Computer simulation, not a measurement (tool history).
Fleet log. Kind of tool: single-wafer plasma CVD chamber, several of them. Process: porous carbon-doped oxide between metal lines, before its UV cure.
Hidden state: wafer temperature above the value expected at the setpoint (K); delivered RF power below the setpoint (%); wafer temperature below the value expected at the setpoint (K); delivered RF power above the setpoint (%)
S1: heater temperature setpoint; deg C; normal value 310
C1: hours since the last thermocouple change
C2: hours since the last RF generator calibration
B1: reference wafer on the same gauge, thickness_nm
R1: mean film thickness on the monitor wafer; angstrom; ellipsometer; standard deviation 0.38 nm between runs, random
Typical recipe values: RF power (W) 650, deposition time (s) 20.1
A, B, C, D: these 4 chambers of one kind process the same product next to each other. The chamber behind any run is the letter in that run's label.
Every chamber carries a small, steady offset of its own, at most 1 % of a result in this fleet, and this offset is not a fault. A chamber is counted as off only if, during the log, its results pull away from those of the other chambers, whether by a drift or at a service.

{"run": "1C", "hour": 7.4, "S1": 310, "RF power (W)": 650, "deposition time (s)": 20.1, "C1": 1319.6, "C2": 1083.0, "B1": 143.02, "R1": 1237.4}
{"run": "2A", "hour": 12.5, "S1": 310, "RF power (W)": 650, "deposition time (s)": 20.1, "C1": 370.2, "C2": 513.8, "B1": 143.05, "R1": 1240.3}
{"run": "3D", "hour": 18.1, "S1": 310, "RF power (W)": 650, "deposition time (s)": 20.1, "C1": 1887.5, "C2": 1447.1, "B1": 143.12, "R1": 1252.0}
{"run": "4B", "hour": 22.9, "S1": 310, "RF power (W)": 650, "deposition time (s)": 20.1, "C1": 1302.4, "C2": 2243.4, "B1": 143.05, "R1": 1234.1}
{"run": "5A", "hour": 26.8, "S1": 320, "RF power (W)": 650, "deposition time (s)": 18.5, "C1": 384.5, "C2": 528.1, "B1": 142.86, "R1": 1092.2}
{"run": "6B", "hour": 30.3, "S1": 320, "RF power (W)": 650, "deposition time (s)": 18.5, "C1": 1309.8, "C2": 2250.8, "B1": 142.99, "R1": 1081.3}
{"run": "7D", "hour": 37.0, "S1": 320, "RF power (W)": 650, "deposition time (s)": 18.5, "C1": 1906.4, "C2": 1466.0, "B1": 143.07, "R1": 1092.9}
{"run": "8C", "hour": 44.5, "S1": 320, "RF power (W)": 650, "deposition time (s)": 18.5, "C1": 1356.7, "C2": 1120.1, "B1": 143.01, "R1": 1080.4}
{"hour": 50.4, "done": "chamber D: RF generator calibrated"}
{"run": "9C", "hour": 51.7, "S1": 310, "RF power (W)": 650, "deposition time (s)": 20.1, "C1": 1363.9, "C2": 1127.3, "B1": 142.98, "R1": 1236.6}
{"run": "10D", "hour": 58.6, "S1": 310, "RF power (W)": 650, "deposition time (s)": 20.1, "C1": 1928.0, "C2": 8.3, "B1": 142.98, "R1": 1246.9}
{"run": "11B", "hour": 62.4, "S1": 310, "RF power (W)": 650, "deposition time (s)": 20.1, "C1": 1341.9, "C2": 2282.9, "B1": 143.03, "R1": 1234.4}
{"run": "12A", "hour": 66.2, "S1": 310, "RF power (W)": 650, "deposition time (s)": 20.1, "C1": 423.9, "C2": 567.5, "B1": 142.98, "R1": 1246.5}
{"run": "13A", "hour": 71.7, "S1": 310, "RF power (W)": 650, "deposition time (s)": 20.1, "C1": 429.4, "C2": 573.0, "B1": 142.86, "R1": 1251.4}
{"run": "14C", "hour": 78.2, "S1": 310, "RF power (W)": 650, "deposition time (s)": 20.1, "C1": 1390.4, "C2": 1153.8, "B1": 143.12, "R1": 1238.7}
{"run": "15B", "hour": 85.0, "S1": 310, "RF power (W)": 650, "deposition time (s)": 20.1, "C1": 1364.5, "C2": 2305.5, "B1": 142.97, "R1": 1232.9}
{"run": "16D", "hour": 88.9, "S1": 310, "RF power (W)": 650, "deposition time (s)": 20.1, "C1": 1958.3, "C2": 38.6, "B1": 142.97, "R1": 1247.2}
{"run": "17D", "hour": 93.9, "S1": 310, "RF power (W)": 650, "deposition time (s)": 20.1, "C1": 1963.3, "C2": 43.6, "B1": 143.1, "R1": 1249.5}
{"run": "18C", "hour": 100.5, "S1": 310, "RF power (W)": 650, "deposition time (s)": 20.1, "C1": 1412.7, "C2": 1176.1, "B1": 143.02, "R1": 1231.8}
{"hour": 102.7, "done": "chamber C: thermocouple changed; heater temperature recalibrated"}
{"run": "19B", "hour": 107.2, "S1": 310, "RF power (W)": 650, "deposition time (s)": 20.1, "C1": 1386.7, "C2": 2327.7, "B1": 142.99, "R1": 1232.0}
{"run": "20A", "hour": 111.2, "S1": 310, "RF power (W)": 650, "deposition time (s)": 20.1, "C1": 468.9, "C2": 612.5, "B1": 143.08, "R1": 1248.9}
{"hour": 113.4, "done": "chamber B: RF generator calibrated"}
{"run": "21A", "hour": 116.3, "S1": 310, "RF power (W)": 650, "deposition time (s)": 20.1, "C1": 474.0, "C2": 617.6, "B1": 143.04, "R1": 1247.4}
{"run": "22B", "hour": 123.4, "S1": 310, "RF power (W)": 650, "deposition time (s)": 21.5, "C1": 1402.9, "C2": 10.1, "B1": 143.0, "R1": 1313.2}
{"run": "23D", "hour": 127.0, "S1": 310, "RF power (W)": 650, "deposition time (s)": 21.5, "C1": 1996.4, "C2": 76.7, "B1": 142.99, "R1": 1342.2}
{"run": "24C", "hour": 133.4, "S1": 310, "RF power (W)": 650, "deposition time (s)": 21.5, "C1": 30.7, "C2": 1209.0, "B1": 143.08, "R1": 1351.7}
{"run": "25C", "hour": 137.8, "S1": 310, "RF power (W)": 650, "deposition time (s)": 21.5, "C1": 35.1, "C2": 1213.4, "B1": 143.04, "R1": 1349.0}
{"run": "26D", "hour": 141.9, "S1": 301, "RF power (W)": 650, "deposition time (s)": 23.1, "C1": 2011.3, "C2": 91.6, "B1": 143.0, "R1": 1496.7}
{"run": "27B", "hour": 148.5, "S1": 301, "RF power (W)": 650, "deposition time (s)": 23.1, "C1": 1428.0, "C2": 35.2, "B1": 143.15, "R1": 1481.8}
{"run": "28A", "hour": 156.0, "S1": 301, "RF power (W)": 650, "deposition time (s)": 23.1, "C1": 513.7, "C2": 657.3, "B1": 143.01, "R1": 1493.0}
{"run": "29D", "hour": 161.8, "S1": 301, "RF power (W)": 650, "deposition time (s)": 23.1, "C1": 2031.2, "C2": 111.5, "B1": 142.94, "R1": 1498.6}
{"run": "30C", "hour": 165.2, "S1": 297, "RF power (W)": 650, "deposition time (s)": 20.1, "C1": 62.5, "C2": 1240.8, "B1": 143.05, "R1": 1361.0}
{"run": "31B", "hour": 173.0, "S1": 297, "RF power (W)": 650, "deposition time (s)": 20.1, "C1": 1452.5, "C2": 59.7, "B1": 142.95, "R1": 1322.1}
{"run": "32A", "hour": 177.3, "S1": 297, "RF power (W)": 650, "deposition time (s)": 20.1, "C1": 535.0, "C2": 678.6, "B1": 142.94, "R1": 1341.7}
{"run": "33D", "hour": 184.0, "S1": 297, "RF power (W)": 650, "deposition time (s)": 20.1, "C1": 2053.4, "C2": 133.7, "B1": 143.0, "R1": 1351.3}
{"run": "34A", "hour": 190.1, "S1": 310, "RF power (W)": 650, "deposition time (s)": 20.1, "C1": 547.8, "C2": 691.4, "B1": 143.01, "R1": 1245.6}
{"run": "35C", "hour": 197.7, "S1": 310, "RF power (W)": 650, "deposition time (s)": 20.1, "C1": 95.0, "C2": 1273.3, "B1": 142.93, "R1": 1259.2}
{"run": "36B", "hour": 204.1, "S1": 298, "RF power (W)": 650, "deposition time (s)": 20.1, "C1": 1483.6, "C2": 90.8, "B1": 142.99, "R1": 1321.8}
{"run": "37A", "hour": 209.6, "S1": 298, "RF power (W)": 650, "deposition time (s)": 20.1, "C1": 567.3, "C2": 710.9, "B1": 142.93, "R1": 1337.8}

The same settings go to every chamber for the next run, one line per chamber below. Forecast the results for each:
{"run": "38A", "hour": 215.2, "S1": 310, "RF power (W)": 650, "deposition time (s)": 22.7, "R1": "?"}
{"run": "38B", "hour": 215.2, "S1": 310, "RF power (W)": 650, "deposition time (s)": 22.7, "R1": "?"}
{"run": "38C", "hour": 215.2, "S1": 310, "RF power (W)": 650, "deposition time (s)": 22.7, "R1": "?"}
{"run": "38D", "hour": 215.2, "S1": 310, "RF power (W)": 650, "deposition time (s)": 22.7, "R1": "?"}

run=38A R1=1404.0
run=38B R1=1385.2
run=38C R1=1429.1
run=38D R1=1400.8
